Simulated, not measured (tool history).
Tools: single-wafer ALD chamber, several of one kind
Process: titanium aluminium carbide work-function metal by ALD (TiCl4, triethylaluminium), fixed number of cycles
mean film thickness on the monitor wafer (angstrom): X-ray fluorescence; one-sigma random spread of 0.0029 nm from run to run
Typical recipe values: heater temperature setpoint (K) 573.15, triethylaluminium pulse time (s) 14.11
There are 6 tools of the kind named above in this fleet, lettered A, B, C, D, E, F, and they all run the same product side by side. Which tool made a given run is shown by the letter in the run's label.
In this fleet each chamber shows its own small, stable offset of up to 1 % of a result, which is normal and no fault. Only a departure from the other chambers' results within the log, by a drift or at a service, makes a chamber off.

| run | hour | heater temperature setpoint (K) | triethylaluminium pulse time (s) | hours since the last thermocouple change | hours since the last triethylaluminium bottle change | read-back reference wafer on the same gauge, thickness_nm | mean film thickness on the monitor wafer (angstrom) |
|---|---|---|---|---|---|---|---|
| 1A | 5 | 573.15 | 14.11 | 1002.5 | 77.8 | 1.9199 | 20.498 |
| 2F | 10.5 | 573.15 | 14.11 | 197.3 | 686.1 | 1.9194 | 20.447 |
| 3D | 15.2 | 573.15 | 14.11 | 1535.3 | 459.6 | 1.9195 | 20.444 |
| 4C | 23.1 | 573.15 | 14.11 | 1080.7 | 1087.2 | 1.919 | 20.668 |
| 5E | 31.1 | 573.15 | 14.11 | 2030 | 51.3 | 1.9193 | 20.6 |
| 6B | 40 | 573.15 | 14.11 | 296.7 | 822.2 | 1.918 | 20.308 |
| 7D | 44.5 | 573.15 | 14.11 | 1564.6 | 488.9 | 1.9185 | 20.443 |
| 8F | 49.1 | 573.15 | 14.11 | 235.9 | 724.7 | 1.9174 | 20.454 |
| 9E | 55.6 | 573.15 | 14.11 | 2054.5 | 75.8 | 1.9182 | 20.602 |
| 10C | 61.6 | 573.15 | 14.11 | 1119.2 | 1125.7 | 1.917 | 20.623 |
| 11A | 69.5 | 573.15 | 14.11 | 1067 | 142.3 | 1.9173 | 20.374 |
| 12B | 73.9 | 573.15 | 14.11 | 330.6 | 856.1 | 1.9163 | 20.336 |
| 13F | 78.6 | 573.15 | 14.11 | 265.4 | 754.2 | 1.9166 | 20.448 |
| 14D | 87.6 | 573.15 | 14.11 | 1607.7 | 532 | 1.9159 | 20.415 |
| 15C | 93.8 | 573.15 | 17.3 | 1151.4 | 1157.9 | 1.9161 | 20.722 |
| 16A | 100.1 | 573.15 | 17.3 | 1097.6 | 172.9 | 1.9156 | 20.478 |
| 17E | 106.9 | 573.15 | 17.3 | 2105.8 | 127.1 | 1.9162 | 20.64 |
| 18B | 111.2 | 573.15 | 17.3 | 367.9 | 893.4 | 1.9153 | 20.451 |
| 19D | 117 | 573.15 | 17.3 | 1637.1 | 561.4 | 1.9152 | 20.517 |
| 20E | 125 | 573.15 | 17.3 | 2123.9 | 145.2 | 1.9145 | 20.672 |
| 21F | 132.9 | 579.15 | 14.11 | 319.7 | 808.5 | 1.9142 | 20.974 |
| 22C | 138.6 | 579.15 | 14.11 | 1196.2 | 1202.7 | 1.9139 | 21.164 |
| 23B | 148.2 | 579.15 | 14.11 | 404.9 | 930.4 | 1.9131 | 20.859 |
| 24A | 156.3 | 579.15 | 14.11 | 1153.8 | 229.1 | 1.9136 | 20.962 |
| 25B | 164.1 | 579.15 | 14.11 | 420.8 | 946.3 | 1.9139 | 20.865 |
| 26A | 168.6 | 579.15 | 14.11 | 1166.1 | 241.4 | 1.9135 | 20.925 |
| 27D | 175.4 | 573.15 | 14.11 | 1695.5 | 619.8 | 1.9129 | 20.34 |
|  | 181.7 | chamber A: thermocouple changed; heater temperature recalibrated |
| 28E | 184.2 | 573.15 | 14.11 | 2183.1 | 204.4 | 1.9124 | 20.49 |
| 29F | 189.2 | 573.15 | 14.11 | 376 | 864.8 | 1.9132 | 20.367 |
| 30C | 196.1 | 573.15 | 14.11 | 1253.7 | 1260.2 | 1.9119 | 20.626 |
| 31B | 204.6 | 573.15 | 19.01 | 461.3 | 986.8 | 1.9116 | 20.42 |
| 32F | 209.3 | 573.15 | 19.01 | 396.1 | 884.9 | 1.9116 | 20.461 |
| 33D | 215.6 | 573.15 | 19.01 | 1735.7 | 660 | 1.9113 | 20.484 |
| 34A | 220.3 | 573.15 | 19.01 | 38.6 | 293.1 | 1.9115 | 20.476 |
| 35E | 224.7 | 573.15 | 19.01 | 2223.6 | 244.9 | 1.9118 | 20.659 |
| 36C | 234.4 | 573.15 | 19.01 | 1292 | 1298.5 | 1.9103 | 20.672 |
| 37A | 243.7 | 560.15 | 14.11 | 62 | 316.5 | 1.9102 | 19.239 |
| 38F | 251.2 | 560.15 | 14.11 | 438 | 926.8 | 1.9098 | 19.19 |
| 39C | 256.4 | 560.15 | 14.11 | 1314 | 1320.5 | 1.91 | 19.356 |
| 40D | 261.4 | 560.15 | 14.11 | 1781.5 | 705.8 | 1.9095 | 19.178 |
| 41E | 270.7 | 560.15 | 14.11 | 2269.6 | 290.9 | 1.909 | 19.331 |

Next, all 6 chambers run the settings below, one line each with question marks for the results. What does each chamber give?
| 42A | 277.7 | 573.15 | 14.11 |  |  |  | ? |
| 42B | 277.7 | 573.15 | 14.11 |  |  |  | ? |
| 42C | 277.7 | 573.15 | 14.11 |  |  |  | ? |
| 42D | 277.7 | 573.15 | 14.11 |  |  |  | ? |
| 42E | 277.7 | 573.15 | 14.11 |  |  |  | ? |
| 42F | 277.7 | 573.15 | 14.11 |  |  |  | ? |

| run | mean film thickness on the monitor wafer (angstrom) |
|---|---|
| 42A | 20.307 |
| 42B | 20.294 |
| 42C | 20.54 |
| 42D | 20.33 |
| 42E | 20.493 |
| 42F | 20.376 |
